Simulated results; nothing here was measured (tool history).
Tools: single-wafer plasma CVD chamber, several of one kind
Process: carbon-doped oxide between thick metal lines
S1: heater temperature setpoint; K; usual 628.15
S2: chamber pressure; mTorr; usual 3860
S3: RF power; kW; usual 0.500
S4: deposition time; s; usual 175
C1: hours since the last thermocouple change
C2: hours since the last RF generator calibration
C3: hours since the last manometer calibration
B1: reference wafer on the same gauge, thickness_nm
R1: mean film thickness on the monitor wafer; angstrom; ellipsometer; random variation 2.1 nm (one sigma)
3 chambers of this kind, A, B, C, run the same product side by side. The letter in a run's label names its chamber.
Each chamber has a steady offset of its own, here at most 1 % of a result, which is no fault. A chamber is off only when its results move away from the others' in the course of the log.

run 1C hour=9.3 | S1=628.15 S2=3860 S3=0.500 S4=175 | C1=820.6 C2=2537.4 C3=1052.8 | B1=996.63 | R1=8314.1
run 2B hour=23.7 | S1=628.15 S2=3860 S3=0.500 S4=175 | C1=30.9 C2=531.3 C3=2146.1 | B1=997.24 | R1=8438.6
run 3A hour=31.6 | S1=628.15 S2=3860 S3=0.500 S4=175 | C1=1013.3 C2=1148.1 C3=702.0 | B1=997.94 | R1=8381.8
run 4A hour=41.5 | S1=628.15 S2=3860 S3=0.500 S4=175 | C1=1023.2 C2=1158.0 C3=711.9 | B1=997.38 | R1=8402.2
run 5C hour=52.3 | S1=628.15 S2=3860 S3=0.500 S4=175 | C1=863.6 C2=2580.4 C3=1095.8 | B1=996.75 | R1=8374.1
-- hour=57.2 chamber C: RF generator calibrated
run 6B hour=67.2 | S1=628.15 S2=3860 S3=0.500 S4=175 | C1=74.4 C2=574.8 C3=2189.6 | B1=997.33 | R1=8419.0
run 7C hour=75.6 | S1=628.15 S2=3860 S3=0.500 S4=175 | C1=886.9 C2=18.5 C3=1119.1 | B1=996.41 | R1=8347.4
run 8B hour=85.4 | S1=628.15 S2=3860 S3=0.500 S4=175 | C1=92.6 C2=593.0 C3=2207.8 | B1=997.51 | R1=8424.3
run 9A hour=95.2 | S1=628.15 S2=3860 S3=0.405 S4=209 | C1=1076.9 C2=1211.7 C3=765.6 | B1=997.37 | R1=8643.6
run 10C hour=101.9 | S1=628.15 S2=3860 S3=0.405 S4=209 | C1=913.2 C2=44.8 C3=1145.4 | B1=996.92 | R1=8608.1
run 11B hour=109.9 | S1=628.15 S2=3860 S3=0.405 S4=209 | C1=117.1 C2=617.5 C3=2232.3 | B1=997.62 | R1=8687.9
run 12A hour=120.8 | S1=637.15 S2=3860 S3=0.500 S4=175 | C1=1102.5 C2=1237.3 C3=791.2 | B1=996.95 | R1=8186.5
run 13A hour=133.8 | S1=637.15 S2=3860 S3=0.500 S4=175 | C1=1115.5 C2=1250.3 C3=804.2 | B1=997.14 | R1=8240.4
run 14B hour=146.3 | S1=637.15 S2=3860 S3=0.500 S4=175 | C1=153.5 C2=653.9 C3=2268.7 | B1=997.26 | R1=8237.2
run 15C hour=153.2 | S1=628.15 S2=3860 S3=0.500 S4=175 | C1=964.5 C2=96.1 C3=1196.7 | B1=997.40 | R1=8335.9
run 16A hour=167.3 | S1=628.15 S2=3860 S3=0.500 S4=175 | C1=1149.0 C2=1283.8 C3=837.7 | B1=997.79 | R1=8372.0
run 17B hour=176.8 | S1=628.15 S2=3860 S3=0.500 S4=175 | C1=184.0 C2=684.4 C3=2299.2 | B1=997.11 | R1=8486.3
run 18C hour=185.5 | S1=628.15 S2=3860 S3=0.545 S4=175 | C1=996.8 C2=128.4 C3=1229.0 | B1=997.26 | R1=8796.9
run 19B hour=199.5 | S1=628.15 S2=3860 S3=0.545 S4=175 | C1=206.7 C2=707.1 C3=2321.9 | B1=996.78 | R1=8903.8
run 20A hour=210.0 | S1=628.15 S2=3860 S3=0.545 S4=175 | C1=1191.7 C2=1326.5 C3=880.4 | B1=996.87 | R1=8798.2
run 21C hour=224.0 | S1=628.15 S2=3860 S3=0.500 S4=175 | C1=1035.3 C2=166.9 C3=1267.5 | B1=997.55 | R1=8346.6
run 22B hour=235.2 | S1=628.15 S2=3860 S3=0.500 S4=175 | C1=242.4 C2=742.8 C3=2357.6 | B1=996.80 | R1=8450.2
run 23A hour=244.3 | S1=628.15 S2=3860 S3=0.500 S4=175 | C1=1226.0 C2=1360.8 C3=914.7 | B1=996.96 | R1=8420.9
run 24C hour=250.9 | S1=628.15 S2=3860 S3=0.500 S4=175 | C1=1062.2 C2=193.8 C3=1294.4 | B1=997.39 | R1=8347.6
run 25C hour=258.7 | S1=628.15 S2=3860 S3=0.500 S4=175 | C1=1070.0 C2=201.6 C3=1302.2 | B1=996.88 | R1=8361.9
-- hour=261.8 chamber B: capacitance manometer re-zeroed and calibrated
run 26B hour=273.5 | S1=628.15 S2=3860 S3=0.500 S4=175 | C1=280.7 C2=781.1 C3=11.7 | B1=996.82 | R1=8425.3
run 27A hour=282.9 | S1=628.15 S2=3860 S3=0.500 S4=175 | C1=1264.6 C2=1399.4 C3=953.3 | B1=996.26 | R1=8387.7
run 28B hour=294.1 | S1=628.15 S2=3860 S3=0.500 S4=175 | C1=301.3 C2=801.7 C3=32.3 | B1=997.07 | R1=8411.6
run 29A hour=303.9 | S1=642.15 S2=3860 S3=0.500 S4=175 | C1=1285.6 C2=1420.4 C3=974.3 | B1=997.06 | R1=8119.5
run 30C hour=317.7 | S1=642.15 S2=3860 S3=0.500 S4=175 | C1=1129.0 C2=260.6 C3=1361.2 | B1=996.87 | R1=8076.1
run 31A hour=327.5 | S1=642.15 S2=3860 S3=0.500 S4=175 | C1=1309.2 C2=1444.0 C3=997.9 | B1=997.23 | R1=8099.3
run 32B hour=334.0 | S1=628.15 S2=3860 S3=0.500 S4=175 | C1=341.2 C2=841.6 C3=72.2 | B1=996.55 | R1=8421.3
run 33C hour=341.9 | S1=628.15 S2=3160 S3=0.500 S4=175 | C1=1153.2 C2=284.8 C3=1385.4 | B1=996.25 | R1=8163.7
run 34C hour=351.5 | S1=628.15 S2=3160 S3=0.500 S4=175 | C1=1162.8 C2=294.4 C3=1395.0 | B1=997.23 | R1=8172.2
run 35A hour=365.5 | S1=628.15 S2=3160 S3=0.500 S4=175 | C1=1347.2 C2=1482.0 C3=1035.9 | B1=997.00 | R1=8207.4
run 36B hour=378.4 | S1=628.15 S2=3860 S3=0.500 S4=175 | C1=385.6 C2=886.0 C3=116.6 | B1=997.59 | R1=8455.8
run 37B hour=386.3 | S1=628.15 S2=3860 S3=0.500 S4=175 | C1=393.5 C2=893.9 C3=124.5 | B1=996.92 | R1=8397.6
run 38C hour=401.0 | S1=628.15 S2=3860 S3=0.500 S4=175 | C1=1212.3 C2=343.9 C3=1444.5 | B1=996.57 | R1=8362.6
run 39A hour=411.8 | S1=628.15 S2=3860 S3=0.500 S4=175 | C1=1393.5 C2=1528.3 C3=1082.2 | B1=996.97 | R1=8362.5
run 40C hour=426.1 | S1=628.15 S2=3860 S3=0.500 S4=175 | C1=1237.4 C2=369.0 C3=1469.6 | B1=996.99 | R1=8371.7
run 41A hour=434.5 | S1=628.15 S2=3860 S3=0.500 S4=175 | C1=1416.2 C2=1551.0 C3=1104.9 | B1=996.55 | R1=8403.2

What goes on in this fleet: one chamber off, a drifting gauge, or nothing beyond the chambers' own small offsets? Name the chamber and the cause, if any.

No chamber stands off beyond its own small offset, and the gauge holds steady.
